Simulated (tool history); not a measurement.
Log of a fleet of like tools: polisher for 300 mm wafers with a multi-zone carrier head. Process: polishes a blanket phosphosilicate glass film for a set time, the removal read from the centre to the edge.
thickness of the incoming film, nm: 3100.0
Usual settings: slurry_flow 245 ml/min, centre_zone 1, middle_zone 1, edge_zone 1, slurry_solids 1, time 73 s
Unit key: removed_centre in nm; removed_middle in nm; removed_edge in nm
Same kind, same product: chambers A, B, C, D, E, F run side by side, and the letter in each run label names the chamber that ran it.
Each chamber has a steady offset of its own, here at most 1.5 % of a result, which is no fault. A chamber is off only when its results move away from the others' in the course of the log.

| run | hour | slurry_flow | centre_zone | middle_zone | edge_zone | slurry_solids | time | removed_centre | removed_middle | removed_edge |
|---|---|---|---|---|---|---|---|---|---|---|
|  | 6.8 | chamber B: worn pad replaced by a new one |
|  | 7.1 | chamber D: worn pad replaced by a new one |
| 1C | 10.9 | 245 | 1 | 1 | 1 | 1 | 73 | 929.29 | 966.54 | 952.83 |
|  | 17.6 | chamber A: worn pad replaced by a new one |
|  | 20.9 | chamber F: slurry nozzle cleaned |
| 2A | 25.6 | 245 | 1 | 1 | 1 | 1 | 73 | 955.81 | 971.24 | 959 |
|  | 25.9 | chamber C: worn pad replaced by a new one |
|  | 27.7 | chamber F: worn pad replaced by a new one |
|  | 30.7 | chamber C: centre zone pressure recalibrated |
| 3E | 33 | 245 | 1 | 1 | 1 | 1 | 73 | 956.85 | 947.52 | 964.86 |
|  | 36 | chamber E: worn pad replaced by a new one |
|  | 39.9 | chamber A: slurry nozzle cleaned |
| 4B | 39.9 | 245 | 1 | 1 | 1 | 1 | 73 | 945.01 | 963.89 | 935.4 |
| 5D | 48.3 | 245 | 1 | 1 | 1 | 1 | 73 | 961 | 940.77 | 937.89 |
| 6F | 58.6 | 245 | 1 | 1 | 1 | 1 | 73 | 949.32 | 952.25 | 970.1 |
| 7D | 68.6 | 245 | 1 | 1 | 1 | 1 | 73 | 980.26 | 947.55 | 975.46 |
| 8A | 76.3 | 245 | 1 | 1 | 1 | 1.2 | 73 | 1022 | 1023.2 | 1057.4 |
|  | 85.1 | chamber D: worn pad replaced by a new one |
| 9F | 87.1 | 245 | 1 | 1 | 1 | 1.2 | 73 | 1046.2 | 1011.1 | 1020.9 |
|  | 87.7 | chamber A: worn pad replaced by a new one |
|  | 99.7 | chamber B: worn pad replaced by a new one |
| 10E | 100.4 | 245 | 1 | 1 | 1 | 1.2 | 73 | 1049.4 | 1044.5 | 1044.9 |
|  | 107.2 | chamber D: slurry nozzle cleaned |
|  | 112.1 | chamber E: worn pad replaced by a new one |
| 11B | 112.7 | 245 | 1 | 1 | 1 | 1.2 | 73 | 1018.4 | 1045.2 | 1032.6 |
| 12C | 123.2 | 245 | 1 | 1 | 1 | 1.2 | 73 | 1043.5 | 1042.1 | 1043.9 |
|  | 129.7 | chamber C: worn pad replaced by a new one |
| 13A | 132.5 | 245 | 1 | 1 | 1 | 1.2 | 73 | 1031 | 1030.9 | 1042.7 |
| 14C | 143.3 | 245 | 1 | 1 | 1 | 1 | 73 | 959.9 | 949.26 | 953.94 |
|  | 151.7 | chamber F: worn pad replaced by a new one |
| 15D | 155 | 245 | 1 | 1 | 1 | 1 | 73 | 964.18 | 949.19 | 968.3 |
| 16F | 165.9 | 245 | 1 | 1 | 1 | 1 | 73 | 962.77 | 929.07 | 962.28 |
|  | 166.3 | chamber C: slurry nozzle cleaned |
|  | 172.5 | chamber A: worn pad replaced by a new one |
| 17B | 175 | 245 | 1 | 1 | 1 | 1 | 73 | 948.86 | 935.67 | 935.28 |
|  | 175.7 | chamber D: worn pad replaced by a new one |
|  | 178.7 | chamber B: worn pad replaced by a new one |
|  | 183.6 | chamber B: centre zone pressure recalibrated |
| 18E | 187.5 | 245 | 1 | 1 | 1 | 1 | 73 | 1002.4 | 962.68 | 986.25 |
| 19F | 198.5 | 245 | 0.95 | 1 | 1 | 1 | 88 | 1081.4 | 1116 | 1112.7 |
|  | 201.4 | chamber E: worn pad replaced by a new one |
| 20B | 208.7 | 245 | 0.95 | 1 | 1 | 1 | 88 | 1107.1 | 1167.3 | 1155.8 |
|  | 212.9 | chamber C: worn pad replaced by a new one |
| 21A | 219.1 | 245 | 0.95 | 1 | 1 | 1 | 88 | 1086.6 | 1157.3 | 1144.4 |
| 22D | 233 | 245 | 0.95 | 1 | 1 | 1 | 88 | 1114.7 | 1165.5 | 1159.2 |
|  | 235.1 | chamber F: centre zone pressure recalibrated |
|  | 241.2 | chamber A: slurry nozzle cleaned |
| 23C | 245.1 | 245 | 0.95 | 1 | 1 | 1 | 88 | 1073.2 | 1163.7 | 1135 |
|  | 252.2 | chamber B: worn pad replaced by a new one |
|  | 252.5 | chamber A: worn pad replaced by a new one |
|  | 253 | chamber F: worn pad replaced by a new one |
| 24E | 253.9 | 245 | 0.95 | 1 | 1 | 1 | 88 | 1119.6 | 1170.7 | 1155.8 |
|  | 262.5 | chamber D: worn pad replaced by a new one |
|  | 263.7 | chamber D: centre zone pressure recalibrated |
| 25A | 268.6 | 180 | 1 | 1 | 1.06 | 1 | 73 | 906.07 | 925.29 | 965.32 |
|  | 275.8 | chamber E: worn pad replaced by a new one |
| 26C | 277.6 | 180 | 1 | 1 | 1.06 | 1 | 73 | 932.41 | 913.31 | 960.68 |
|  | 282 | chamber B: edge zone pressure recalibrated |
| 27B | 289.2 | 180 | 1 | 1 | 1.06 | 1 | 73 | 905 | 911.87 | 946.22 |
|  | 293.8 | chamber C: worn pad replaced by a new one |
| 28F | 301 | 180 | 1 | 1 | 1.06 | 1 | 73 | 911.12 | 896.44 | 940.24 |
|  | 307 | chamber B: slurry nozzle cleaned |
| 29D | 308 | 180 | 1 | 1 | 1.06 | 1 | 73 | 810.35 | 893.95 | 947.61 |
| 30E | 316.5 | 180 | 1 | 1 | 1.06 | 1 | 73 | 922.25 | 914.57 | 984.37 |
|  | 326.9 | chamber B: worn pad replaced by a new one |
| 31E | 327.9 | 245 | 1 | 1 | 1 | 1 | 73 | 987.7 | 963.75 | 967.38 |
| 32D | 338 | 245 | 1 | 1 | 1 | 1 | 73 | 835.05 | 951.92 | 933.89 |
|  | 339 | chamber A: worn pad replaced by a new one |
| 33C | 346.2 | 245 | 1 | 1 | 1 | 1 | 73 | 941.94 | 968.25 | 974.15 |
|  | 354.9 | chamber D: worn pad replaced by a new one |
| 34B | 358.4 | 245 | 1 | 1 | 1 | 1 | 73 | 968.37 | 943.36 | 954.06 |
| 35F | 368.8 | 245 | 1 | 1 | 1 | 1 | 73 | 970.96 | 947.3 | 966.44 |
| 36A | 377 | 245 | 1 | 1 | 1 | 1 | 73 | 965.12 | 949.3 | 972.9 |
|  | 380 | chamber F: worn pad replaced by a new one |
| 37D | 390.2 | 245 | 1 | 1 | 1 | 1 | 73 | 851.58 | 971.05 | 936.85 |
| 38F | 399.2 | 245 | 1 | 1 | 1 | 1 | 73 | 943.8 | 965.77 | 992.64 |
| 39A | 409.8 | 245 | 1 | 1 | 1 | 1 | 73 | 953.12 | 964.98 | 945.79 |

Predict what each chamber gives when all 6 of them run the settings below next.
| 40A | 420.7 | 245 | 1 | 1 | 1 | 1 | 73 | ? | ? | ? |
| 40B | 420.7 | 245 | 1 | 1 | 1 | 1 | 73 | ? | ? | ? |
| 40C | 420.7 | 245 | 1 | 1 | 1 | 1 | 73 | ? | ? | ? |
| 40D | 420.7 | 245 | 1 | 1 | 1 | 1 | 73 | ? | ? | ? |
| 40E | 420.7 | 245 | 1 | 1 | 1 | 1 | 73 | ? | ? | ? |
| 40F | 420.7 | 245 | 1 | 1 | 1 | 1 | 73 | ? | ? | ? |

| run | removed_centre | removed_middle | removed_edge |
|---|---|---|---|
| 40A | 924.55 | 956.95 | 974.95 |
| 40B | 951.01 | 959.46 | 939.3 |
| 40C | 937.84 | 955.99 | 972.32 |
| 40D | 850.15 | 952.82 | 967.56 |
| 40E | 974.32 | 952.05 | 959.58 |
| 40F | 946.42 | 934 | 948.59 |
